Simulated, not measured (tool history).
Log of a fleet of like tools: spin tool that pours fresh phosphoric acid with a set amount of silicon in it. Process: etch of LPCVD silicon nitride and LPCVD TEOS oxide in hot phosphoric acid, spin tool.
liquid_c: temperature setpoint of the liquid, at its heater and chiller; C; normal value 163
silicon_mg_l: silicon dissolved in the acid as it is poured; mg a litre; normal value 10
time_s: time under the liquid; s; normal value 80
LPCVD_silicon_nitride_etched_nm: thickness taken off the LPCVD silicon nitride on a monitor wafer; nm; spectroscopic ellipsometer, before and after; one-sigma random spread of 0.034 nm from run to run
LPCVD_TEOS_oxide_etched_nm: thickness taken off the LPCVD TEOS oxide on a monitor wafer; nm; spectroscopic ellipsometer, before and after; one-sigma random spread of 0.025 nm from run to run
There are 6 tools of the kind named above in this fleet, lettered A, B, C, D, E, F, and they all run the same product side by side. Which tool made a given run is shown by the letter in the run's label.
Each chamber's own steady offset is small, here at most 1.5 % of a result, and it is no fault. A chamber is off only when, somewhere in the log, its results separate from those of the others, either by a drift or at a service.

| run | hour | liquid_c | silicon_mg_l | time_s | hours since the thermometer was replaced | hours since the dissolved silicon flow meter was replaced | hours since the heated supply line was repaired | read-back film thickness of the LPCVD silicon nitride reference wafer, read on the same gauge (nm) | read-back film thickness of the LPCVD TEOS oxide reference wafer, read on the same gauge (nm) | LPCVD_silicon_nitride_etched_nm | LPCVD_TEOS_oxide_etched_nm |
|---|---|---|---|---|---|---|---|---|---|---|---|
| 1B | 9.4 | 163 | 10 | 80 | 78.7 | 180.1 | 1546.9 | 110.00 | 29.962 | 7.6842 | 0.39798 |
| 2F | 16.8 | 163 | 10 | 80 | 883.2 | 41.9 | 1749.7 | 109.99 | 29.981 | 7.7476 | 0.41089 |
| 3E | 27.2 | 163 | 10 | 80 | 1336.4 | 996.7 | 1375.2 | 110.01 | 30.022 | 7.6313 | 0.43322 |
| 4A | 39.7 | 163 | 10 | 80 | 1407.2 | 308.4 | 1285.6 | 109.99 | 30.001 | 7.6814 | 0.46832 |
|  | 40.8 | chamber D: heated supply line repaired |
| 5C | 55.1 | 163 | 10 | 80 | 2663.9 | 761.4 | 3239.3 | 109.99 | 29.993 | 7.6677 | 0.42291 |
| 6D | 62.7 | 163 | 10 | 45 | 505.7 | 889.0 | 22.0 | 110.00 | 29.993 | 4.3003 | 0.23661 |
| 7B | 71.2 | 163 | 10 | 45 | 140.5 | 241.9 | 1608.7 | 110.01 | 29.966 | 4.3358 | 0.22967 |
| 8C | 79.0 | 163 | 10 | 45 | 2687.8 | 785.3 | 3263.2 | 110.01 | 30.010 | 4.2973 | 0.21683 |
| 9E | 87.4 | 163 | 10 | 45 | 1396.6 | 1056.9 | 1435.4 | 109.99 | 29.975 | 4.2979 | 0.20293 |
|  | 88.5 | chamber C: thermometer replaced |
|  | 93.0 | chamber E: thermometer replaced |
| 10D | 101.2 | 163 | 10 | 45 | 544.2 | 927.5 | 60.5 | 110.00 | 30.026 | 4.2974 | 0.24487 |
| 11A | 115.7 | 163 | 10 | 45 | 1483.2 | 384.4 | 1361.6 | 109.98 | 30.021 | 4.2921 | 0.23825 |
| 12F | 129.2 | 163 | 10 | 80 | 995.6 | 154.3 | 1862.1 | 110.01 | 30.001 | 7.6906 | 0.39772 |
| 13C | 144.6 | 163 | 10 | 80 | 56.2 | 850.9 | 3328.8 | 110.00 | 30.002 | 7.6831 | 0.36761 |
| 14B | 160.7 | 163 | 10 | 80 | 230.0 | 331.4 | 1698.2 | 109.99 | 30.017 | 7.6538 | 0.40401 |
| 15F | 175.1 | 163 | 10 | 130 | 1041.5 | 200.2 | 1908.0 | 110.00 | 30.029 | 12.6900 | 0.76173 |
| 16D | 183.5 | 163 | 10 | 130 | 626.5 | 1009.8 | 142.8 | 110.00 | 30.023 | 12.4690 | 0.71018 |
| 17A | 193.4 | 163 | 10 | 130 | 1560.9 | 462.1 | 1439.3 | 109.98 | 29.954 | 12.5080 | 0.66402 |
|  | 205.8 | chamber E: dissolved silicon flow meter replaced |
| 18E | 208.9 | 163 | 10 | 130 | 115.9 | 3.1 | 1556.9 | 110.00 | 29.961 | 12.4110 | 0.74485 |
| 19B | 217.2 | 163 | 10 | 130 | 286.5 | 387.9 | 1754.7 | 110.02 | 30.007 | 12.3880 | 0.57323 |
| 20C | 231.5 | 163 | 10 | 130 | 143.1 | 937.8 | 3415.7 | 110.00 | 30.009 | 12.3920 | 0.64998 |
| 21E | 244.8 | 163 | 10 | 80 | 151.8 | 39.0 | 1592.8 | 110.00 | 30.017 | 7.6544 | 0.41462 |
| 22A | 256.0 | 163 | 10 | 80 | 1623.5 | 524.7 | 1501.9 | 109.99 | 29.992 | 7.6836 | 0.33903 |
| 23F | 265.1 | 163 | 10 | 80 | 1131.5 | 290.2 | 1998.0 | 109.97 | 29.984 | 7.6966 | 0.42070 |
| 24D | 275.4 | 163 | 10 | 80 | 718.4 | 1101.7 | 234.7 | 109.99 | 30.015 | 7.6054 | 0.44683 |
| 25E | 284.9 | 163 | 10 | 80 | 191.9 | 79.1 | 1632.9 | 110.01 | 30.002 | 7.7026 | 0.36330 |
| 26D | 301.3 | 163 | 10 | 80 | 744.3 | 1127.6 | 260.6 | 110.01 | 29.980 | 7.6286 | 0.41590 |
|  | 313.6 | chamber B: heated supply line repaired |
| 27A | 317.6 | 163 | 10 | 80 | 1685.1 | 586.3 | 1563.5 | 109.99 | 30.013 | 7.6822 | 0.41489 |
| 28F | 324.8 | 163 | 10 | 80 | 1191.2 | 349.9 | 2057.7 | 109.99 | 29.998 | 7.7428 | 0.39320 |
| 29C | 337.2 | 163 | 10 | 80 | 248.8 | 1043.5 | 3521.4 | 109.99 | 30.014 | 7.6431 | 0.38550 |
| 30B | 347.5 | 163 | 10 | 80 | 416.8 | 518.2 | 34.0 | 110.00 | 29.975 | 7.7405 | 0.38547 |
|  | 353.9 | chamber F: heated supply line repaired |
| 31C | 364.1 | 163 | 10 | 80 | 275.7 | 1070.4 | 3548.3 | 109.99 | 30.041 | 7.6547 | 0.38335 |
| 32D | 375.8 | 163 | 10 | 80 | 818.8 | 1202.1 | 335.1 | 110.01 | 29.952 | 7.5748 | 0.36147 |
|  | 382.8 | chamber A: thermometer replaced |
| 33E | 383.1 | 163 | 10 | 80 | 290.1 | 177.3 | 1731.1 | 110.00 | 30.018 | 7.6917 | 0.42270 |
| 34B | 397.8 | 163 | 10 | 80 | 467.1 | 568.5 | 84.3 | 110.01 | 30.016 | 7.6152 | 0.41128 |
| 35F | 408.0 | 163 | 10 | 80 | 1274.4 | 433.1 | 54.1 | 110.02 | 29.987 | 7.7206 | 0.39089 |
| 36A | 419.7 | 163 | 10 | 80 | 37.0 | 688.4 | 1665.6 | 110.02 | 29.952 | 7.6087 | 0.39054 |
| 37D | 427.5 | 163 | 10 | 125 | 870.5 | 1253.8 | 386.8 | 109.99 | 29.968 | 11.8790 | 0.60868 |

Each of the 6 chambers runs these same settings next. Fill in every chamber's results:
| 38A | 439.5 | 163 | 10 | 35 |  |  |  |  |  | ? | ? |
| 38B | 439.5 | 163 | 10 | 35 |  |  |  |  |  | ? | ? |
| 38C | 439.5 | 163 | 10 | 35 |  |  |  |  |  | ? | ? |
| 38D | 439.5 | 163 | 10 | 35 |  |  |  |  |  | ? | ? |
| 38E | 439.5 | 163 | 10 | 35 |  |  |  |  |  | ? | ? |
| 38F | 439.5 | 163 | 10 | 35 |  |  |  |  |  | ? | ? |

| run | LPCVD_silicon_nitride_etched_nm | LPCVD_TEOS_oxide_etched_nm |
|---|---|---|
| 38A | 3.3285 | 0.16687 |
| 38B | 3.3415 | 0.17401 |
| 38C | 3.3433 | 0.19072 |
| 38D | 3.3164 | 0.18477 |
| 38E | 3.3356 | 0.18489 |
| 38F | 3.3848 | 0.17962 |
